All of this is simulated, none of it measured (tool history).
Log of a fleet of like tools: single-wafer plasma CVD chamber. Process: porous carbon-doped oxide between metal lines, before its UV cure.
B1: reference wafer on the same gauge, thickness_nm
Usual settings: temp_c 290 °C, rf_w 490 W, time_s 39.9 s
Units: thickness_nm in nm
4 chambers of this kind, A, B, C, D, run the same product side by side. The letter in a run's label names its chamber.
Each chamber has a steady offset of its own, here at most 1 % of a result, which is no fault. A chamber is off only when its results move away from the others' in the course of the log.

{"run": "1C", "hour": 15.4, "temp_c": 290, "rf_w": 490, "time_s": 39.9, "B1": 263.1, "thickness_nm": 224.34}
{"run": "2A", "hour": 31.2, "temp_c": 290, "rf_w": 490, "time_s": 39.9, "B1": 262.93, "thickness_nm": 221.06}
{"run": "3B", "hour": 44.0, "temp_c": 290, "rf_w": 490, "time_s": 39.9, "B1": 262.99, "thickness_nm": 224.64}
{"run": "4D", "hour": 55.2, "temp_c": 290, "rf_w": 490, "time_s": 39.9, "B1": 263.2, "thickness_nm": 225.36}
{"run": "5D", "hour": 69.8, "temp_c": 290, "rf_w": 490, "time_s": 39.9, "B1": 262.91, "thickness_nm": 224.85}
{"run": "6B", "hour": 77.7, "temp_c": 290, "rf_w": 490, "time_s": 39.9, "B1": 262.94, "thickness_nm": 224.3}
{"run": "7C", "hour": 92.2, "temp_c": 290, "rf_w": 490, "time_s": 39.9, "B1": 263.08, "thickness_nm": 223.7}
{"run": "8A", "hour": 103.7, "temp_c": 290, "rf_w": 490, "time_s": 39.9, "B1": 262.93, "thickness_nm": 221.2}
{"run": "9D", "hour": 111.5, "temp_c": 290, "rf_w": 490, "time_s": 39.9, "B1": 263.1, "thickness_nm": 225.39}
{"hour": 123.3, "done": "chamber A: thermocouple changed; heater temperature recalibrated"}
{"run": "10A", "hour": 127.4, "temp_c": 290, "rf_w": 490, "time_s": 39.9, "B1": 263.12, "thickness_nm": 220.62}
{"hour": 129.8, "done": "chamber C: thermocouple changed; heater temperature recalibrated"}
{"run": "11B", "hour": 137.6, "temp_c": 290, "rf_w": 490, "time_s": 39.9, "B1": 263.04, "thickness_nm": 225.07}
{"run": "12C", "hour": 145.7, "temp_c": 290, "rf_w": 490, "time_s": 39.9, "B1": 262.92, "thickness_nm": 223.93}
{"run": "13C", "hour": 159.3, "temp_c": 296, "rf_w": 490, "time_s": 39.9, "B1": 263.06, "thickness_nm": 216.71}
{"run": "14B", "hour": 173.9, "temp_c": 296, "rf_w": 490, "time_s": 39.9, "B1": 263.05, "thickness_nm": 216.28}
{"run": "15D", "hour": 189.5, "temp_c": 296, "rf_w": 490, "time_s": 39.9, "B1": 263.06, "thickness_nm": 217.75}
{"run": "16A", "hour": 201.0, "temp_c": 296, "rf_w": 490, "time_s": 39.9, "B1": 263.09, "thickness_nm": 214.05}
{"run": "17C", "hour": 214.9, "temp_c": 290, "rf_w": 535, "time_s": 33.6, "B1": 262.9, "thickness_nm": 201.12}
{"run": "18B", "hour": 230.8, "temp_c": 290, "rf_w": 535, "time_s": 33.6, "B1": 263.08, "thickness_nm": 200.23}
{"run": "19D", "hour": 241.5, "temp_c": 290, "rf_w": 535, "time_s": 33.6, "B1": 262.87, "thickness_nm": 201.01}
{"run": "20A", "hour": 250.3, "temp_c": 290, "rf_w": 535, "time_s": 33.6, "B1": 262.99, "thickness_nm": 198.45}
{"run": "21D", "hour": 265.1, "temp_c": 290, "rf_w": 490, "time_s": 39.9, "B1": 263.07, "thickness_nm": 225.39}
{"run": "22B", "hour": 280.1, "temp_c": 290, "rf_w": 490, "time_s": 39.9, "B1": 262.87, "thickness_nm": 223.98}
{"run": "23C", "hour": 289.1, "temp_c": 290, "rf_w": 490, "time_s": 39.9, "B1": 263.07, "thickness_nm": 224.85}
{"run": "24A", "hour": 301.4, "temp_c": 290, "rf_w": 490, "time_s": 39.9, "B1": 263.08, "thickness_nm": 221.22}
{"run": "25B", "hour": 311.2, "temp_c": 290, "rf_w": 490, "time_s": 39.9, "B1": 262.9, "thickness_nm": 224.03}
{"run": "26D", "hour": 319.7, "temp_c": 290, "rf_w": 490, "time_s": 39.9, "B1": 262.85, "thickness_nm": 224.38}
{"run": "27A", "hour": 331.8, "temp_c": 290, "rf_w": 490, "time_s": 39.9, "B1": 263.01, "thickness_nm": 222.13}

All 4 chambers run these settings next. Forecast each chamber's results:
{"run": "28A", "hour": 343.2, "temp_c": 290, "rf_w": 490, "time_s": 43.2, "thickness_nm": "?"}
{"run": "28B", "hour": 343.2, "temp_c": 290, "rf_w": 490, "time_s": 43.2, "thickness_nm": "?"}
{"run": "28C", "hour": 343.2, "temp_c": 290, "rf_w": 490, "time_s": 43.2, "thickness_nm": "?"}
{"run": "28D", "hour": 343.2, "temp_c": 290, "rf_w": 490, "time_s": 43.2, "thickness_nm": "?"}

run=28A thickness_nm=239.34
run=28B thickness_nm=242.02
run=28C thickness_nm=243.26
run=28D thickness_nm=243.35

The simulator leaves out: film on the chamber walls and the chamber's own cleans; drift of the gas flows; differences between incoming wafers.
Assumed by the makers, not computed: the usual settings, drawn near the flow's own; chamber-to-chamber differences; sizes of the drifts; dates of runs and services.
